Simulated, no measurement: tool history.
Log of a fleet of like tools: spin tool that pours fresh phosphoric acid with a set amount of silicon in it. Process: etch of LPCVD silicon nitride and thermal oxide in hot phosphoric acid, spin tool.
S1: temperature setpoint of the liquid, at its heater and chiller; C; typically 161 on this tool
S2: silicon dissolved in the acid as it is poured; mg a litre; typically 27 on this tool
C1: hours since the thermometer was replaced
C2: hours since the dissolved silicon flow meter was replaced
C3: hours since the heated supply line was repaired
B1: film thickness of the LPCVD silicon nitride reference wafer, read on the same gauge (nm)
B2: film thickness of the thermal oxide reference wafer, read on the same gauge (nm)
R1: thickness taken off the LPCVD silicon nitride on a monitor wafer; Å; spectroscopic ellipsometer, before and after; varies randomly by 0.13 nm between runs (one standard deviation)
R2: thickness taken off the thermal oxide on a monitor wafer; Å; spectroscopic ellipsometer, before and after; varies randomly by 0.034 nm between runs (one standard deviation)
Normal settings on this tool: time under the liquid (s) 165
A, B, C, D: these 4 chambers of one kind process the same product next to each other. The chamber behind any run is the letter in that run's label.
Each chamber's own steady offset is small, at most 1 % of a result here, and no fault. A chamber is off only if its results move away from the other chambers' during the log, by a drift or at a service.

{"run": "1D", "hour": 4.9, "S1": 161, "S2": 27, "time under the liquid (s)": 165, "C1": 406.7, "C2": 306.8, "C3": 1493.5, "B1": 80.019, "B2": 99.998, "R1": 146.47, "R2": 2.5591}
{"run": "2B", "hour": 9.6, "S1": 161, "S2": 27, "time under the liquid (s)": 165, "C1": 663.2, "C2": 691.4, "C3": 327.6, "B1": 80.006, "B2": 100, "R1": 147.16, "R2": 2.3593}
{"run": "3A", "hour": 16.2, "S1": 161, "S2": 27, "time under the liquid (s)": 165, "C1": 1693.1, "C2": 575.2, "C3": 1598, "B1": 79.989, "B2": 100, "R1": 148.74, "R2": 2.571}
{"run": "4C", "hour": 22.9, "S1": 161, "S2": 27, "time under the liquid (s)": 165, "C1": 1377.8, "C2": 321.5, "C3": 178.2, "B1": 80.008, "B2": 100.01, "R1": 148.45, "R2": 2.5829}
{"run": "5A", "hour": 28.5, "S1": 161, "S2": 37, "time under the liquid (s)": 165, "C1": 1705.4, "C2": 587.5, "C3": 1610.3, "B1": 80, "B2": 99.997, "R1": 149, "R2": 1.3018}
{"run": "6D", "hour": 34.1, "S1": 161, "S2": 37, "time under the liquid (s)": 165, "C1": 435.9, "C2": 336, "C3": 1522.7, "B1": 80.033, "B2": 99.995, "R1": 149.62, "R2": 1.583}
{"run": "7B", "hour": 40.6, "S1": 161, "S2": 37, "time under the liquid (s)": 165, "C1": 694.2, "C2": 722.4, "C3": 358.6, "B1": 79.999, "B2": 100.01, "R1": 147.01, "R2": 1.9964}
{"run": "8C", "hour": 47.1, "S1": 161, "S2": 37, "time under the liquid (s)": 165, "C1": 1402, "C2": 345.7, "C3": 202.4, "B1": 80.005, "B2": 99.982, "R1": 148.27, "R2": 1.4476}
{"run": "9D", "hour": 53.9, "S1": 161, "S2": 27, "time under the liquid (s)": 165, "C1": 455.7, "C2": 355.8, "C3": 1542.5, "B1": 80, "B2": 100.02, "R1": 150.1, "R2": 3.1117}
{"run": "10A", "hour": 59.8, "S1": 161, "S2": 27, "time under the liquid (s)": 165, "C1": 1736.7, "C2": 618.8, "C3": 1641.6, "B1": 79.996, "B2": 100.02, "R1": 146.25, "R2": 2.1261}
{"run": "11C", "hour": 63.6, "S1": 161, "S2": 27, "time under the liquid (s)": 165, "C1": 1418.5, "C2": 362.2, "C3": 218.9, "B1": 80.003, "B2": 100.02, "R1": 147.1, "R2": 2.7694}
{"run": "12B", "hour": 70.9, "S1": 161, "S2": 27, "time under the liquid (s)": 165, "C1": 724.5, "C2": 752.7, "C3": 388.9, "B1": 80.008, "B2": 100, "R1": 147.09, "R2": 2.6343}
{"run": "13D", "hour": 76.3, "S1": 161, "S2": 27, "time under the liquid (s)": 165, "C1": 478.1, "C2": 378.2, "C3": 1564.9, "B1": 79.993, "B2": 99.976, "R1": 148.56, "R2": 2.4328}
{"run": "14C", "hour": 81.0, "S1": 161, "S2": 27, "time under the liquid (s)": 165, "C1": 1435.9, "C2": 379.6, "C3": 236.3, "B1": 79.995, "B2": 99.983, "R1": 146.72, "R2": 2.7318}
{"run": "15B", "hour": 88.3, "S1": 161, "S2": 27, "time under the liquid (s)": 165, "C1": 741.9, "C2": 770.1, "C3": 406.3, "B1": 79.992, "B2": 99.994, "R1": 144.59, "R2": 3.2455}
{"run": "16A", "hour": 93.3, "S1": 161, "S2": 27, "time under the liquid (s)": 165, "C1": 1770.2, "C2": 652.3, "C3": 1675.1, "B1": 79.99, "B2": 99.981, "R1": 149.82, "R2": 2.6338}
{"run": "17C", "hour": 99.4, "S1": 161, "S2": 27, "time under the liquid (s)": 165, "C1": 1454.3, "C2": 398, "C3": 254.7, "B1": 80.021, "B2": 99.998, "R1": 144.85, "R2": 2.2954}
{"run": "18D", "hour": 104.3, "S1": 161, "S2": 27, "time under the liquid (s)": 165, "C1": 506.1, "C2": 406.2, "C3": 1592.9, "B1": 79.989, "B2": 100.02, "R1": 146.81, "R2": 2.4181}
{"run": "19A", "hour": 111.8, "S1": 161, "S2": 27, "time under the liquid (s)": 165, "C1": 1788.7, "C2": 670.8, "C3": 1693.6, "B1": 80.003, "B2": 99.98, "R1": 149.74, "R2": 2.554}
{"run": "20B", "hour": 116.3, "S1": 161, "S2": 27, "time under the liquid (s)": 165, "C1": 769.9, "C2": 798.1, "C3": 434.3, "B1": 79.994, "B2": 99.969, "R1": 146.32, "R2": 2.5058}
{"hour": 116.9, "done": "chamber A: heated supply line repaired"}
{"run": "21B", "hour": 124.3, "S1": 161, "S2": 27, "time under the liquid (s)": 165, "C1": 777.9, "C2": 806.1, "C3": 442.3, "B1": 79.992, "B2": 99.99, "R1": 144.3, "R2": 1.9285}
{"run": "22C", "hour": 131.2, "S1": 161, "S2": 27, "time under the liquid (s)": 165, "C1": 1486.1, "C2": 429.8, "C3": 286.5, "B1": 80.014, "B2": 99.999, "R1": 148.26, "R2": 2.5564}
{"run": "23A", "hour": 136.9, "S1": 161, "S2": 27, "time under the liquid (s)": 165, "C1": 1813.8, "C2": 695.9, "C3": 20, "B1": 80.013, "B2": 100.02, "R1": 148.35, "R2": 3.1594}
{"run": "24D", "hour": 142.0, "S1": 161, "S2": 27, "time under the liquid (s)": 165, "C1": 543.8, "C2": 443.9, "C3": 1630.6, "B1": 80.016, "B2": 99.988, "R1": 148.6, "R2": 2.7106}
{"run": "25B", "hour": 145.7, "S1": 161, "S2": 27, "time under the liquid (s)": 165, "C1": 799.3, "C2": 827.5, "C3": 463.7, "B1": 80.003, "B2": 99.988, "R1": 143.02, "R2": 2.3479}
{"hour": 147.4, "done": "chamber D: dissolved silicon flow meter replaced"}
{"run": "26C", "hour": 151.9, "S1": 161, "S2": 27, "time under the liquid (s)": 165, "C1": 1506.8, "C2": 450.5, "C3": 307.2, "B1": 80.027, "B2": 100.01, "R1": 150.7, "R2": 2.6483}
{"run": "27A", "hour": 159.1, "S1": 161, "S2": 27, "time under the liquid (s)": 165, "C1": 1836, "C2": 718.1, "C3": 42.2, "B1": 79.994, "B2": 99.989, "R1": 148.21, "R2": 1.8119}
{"run": "28D", "hour": 165.2, "S1": 161, "S2": 44, "time under the liquid (s)": 75, "C1": 567, "C2": 17.8, "C3": 1653.8, "B1": 80.02, "B2": 100.03, "R1": 67.226, "R2": 0.35612}

The same settings go to every chamber for the next run, one line per chamber below. Forecast the results for each:
{"run": "29A", "hour": 170.9, "S1": 161, "S2": 47.5, "time under the liquid (s)": 165, "R1": "?", "R2": "?"}
{"run": "29B", "hour": 170.9, "S1": 161, "S2": 47.5, "time under the liquid (s)": 165, "R1": "?", "R2": "?"}
{"run": "29C", "hour": 170.9, "S1": 161, "S2": 47.5, "time under the liquid (s)": 165, "R1": "?", "R2": "?"}
{"run": "29D", "hour": 170.9, "S1": 161, "S2": 47.5, "time under the liquid (s)": 165, "R1": "?", "R2": "?"}

run=29A R1=147.69 R2=0.84417
run=29B R1=139.95 R2=0.89606
run=29C R1=146.64 R2=0.91083
run=29D R1=144.62 R2=0.74921
